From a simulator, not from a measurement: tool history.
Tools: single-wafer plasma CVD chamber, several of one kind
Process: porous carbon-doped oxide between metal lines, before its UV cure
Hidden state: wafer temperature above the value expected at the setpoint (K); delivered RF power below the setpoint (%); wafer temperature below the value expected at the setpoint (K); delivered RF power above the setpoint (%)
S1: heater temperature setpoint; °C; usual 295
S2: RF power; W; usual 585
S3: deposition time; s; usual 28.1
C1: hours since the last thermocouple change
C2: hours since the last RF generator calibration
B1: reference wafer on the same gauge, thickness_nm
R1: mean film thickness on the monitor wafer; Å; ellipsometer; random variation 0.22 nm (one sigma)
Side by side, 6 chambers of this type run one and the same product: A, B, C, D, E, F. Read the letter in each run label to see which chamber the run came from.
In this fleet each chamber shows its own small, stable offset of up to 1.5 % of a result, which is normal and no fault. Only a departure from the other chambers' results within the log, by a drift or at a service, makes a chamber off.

run,hour,S1,S2,S3,C1,C2,B1,R1
1E,12.1,295,585,28.1,1120.7,916.6,153.97,1742.3
2B,19.7,295,585,28.1,1768.9,548.3,153.95,1742.0
3A,34.8,295,585,28.1,1645.6,185.1,153.97,1735.8
4D,46.6,295,585,28.1,832.5,755.1,153.86,1715.0
5F,60.2,295,585,28.1,740.8,1301.2,153.89,1726.8
6C,76.5,295,585,28.1,560.4,451.5,153.91,1732.2
7B,86.4,295,585,28.1,1835.6,615.0,153.86,1737.7
8C,96.5,295,585,28.1,580.4,471.5,153.82,1736.3
9D,111.9,284,585,29.9,897.8,820.4,153.84,1947.1
10F,123.6,284,585,29.9,804.2,1364.6,153.82,1959.0
11E,134.7,284,585,29.9,1243.3,1039.2,153.77,1976.8
12A,144.8,284,585,29.9,1755.6,295.1,153.80,1969.3
13B,159.0,284,585,29.9,1908.2,687.6,153.73,1972.4
14F,170.4,284,585,29.9,851.0,1411.4,153.79,1958.9
15D,179.5,295,585,28.1,965.4,888.0,153.74,1713.7
16E,189.0,295,695,28.1,1297.6,1093.5,153.67,1948.5
17A,196.3,295,695,28.1,1807.1,346.6,153.70,1950.5
18C,209.8,295,695,28.1,693.7,584.8,153.65,1934.6
19D,222.2,295,695,28.1,1008.1,930.7,153.63,1917.5
20C,230.3,295,695,28.1,714.2,605.3,153.66,1939.8
21B,243.3,295,695,28.1,1992.5,771.9,153.64,1939.8
22F,252.1,295,585,28.1,932.7,1493.1,153.59,1726.2
23E,261.6,295,585,28.1,1370.2,1166.1,153.63,1737.3
24A,270.4,295,585,28.1,1881.2,420.7,153.59,1734.0
25C,285.3,295,585,28.1,769.2,660.3,153.54,1729.9
26A,296.7,295,585,28.1,1907.5,447.0,153.58,1734.7
27D,311.2,295,585,28.1,1097.1,1019.7,153.51,1711.4
28E,319.3,295,585,28.1,1427.9,1223.8,153.48,1738.7
29F,332.8,295,585,28.1,1013.4,1573.8,153.47,1721.5
30B,345.2,295,585,28.1,2094.4,873.8,153.43,1729.8
31F,356.8,295,585,28.1,1037.4,1597.8,153.49,1722.0
32B,371.9,295,585,28.1,2121.1,900.5,153.47,1736.0
33A,382.9,295,585,28.1,1993.7,533.2,153.36,1731.8
34C,392.7,295,585,28.1,876.6,767.7,153.38,1727.7
35D,402.5,295,585,28.1,1188.4,1111.0,153.38,1709.2
36E,414.9,295,585,28.1,1523.5,1319.4,153.36,1728.9
37D,426.5,295,585,28.1,1212.4,1135.0,153.37,1709.6
38A,441.3,295,585,28.1,2052.1,591.6,153.29,1734.1
39B,450.3,295,585,28.1,2199.5,978.9,153.26,1732.3
40E,466.3,295,585,28.1,1574.9,1370.8,153.30,1739.0
41C,475.5,287,585,23.2,959.4,850.5,153.22,1508.9
42F,489.9,287,585,23.2,1170.5,1730.9,153.24,1500.2
43A,499.3,287,585,23.2,2110.1,649.6,153.21,1507.2
44E,513.8,287,585,23.2,1622.4,1418.3,153.19,1510.6

Read the log: is a single chamber off, either drifting away or since a service, is the gauge that measures every chamber drifting, or is nothing wrong beyond small per-chamber offsets? Name any odd chamber and what most likely caused it.

None of the chambers is off. What moves is the gauge, dragging all their readings along together.
Cause: gauge reads low (%) = 0.519.
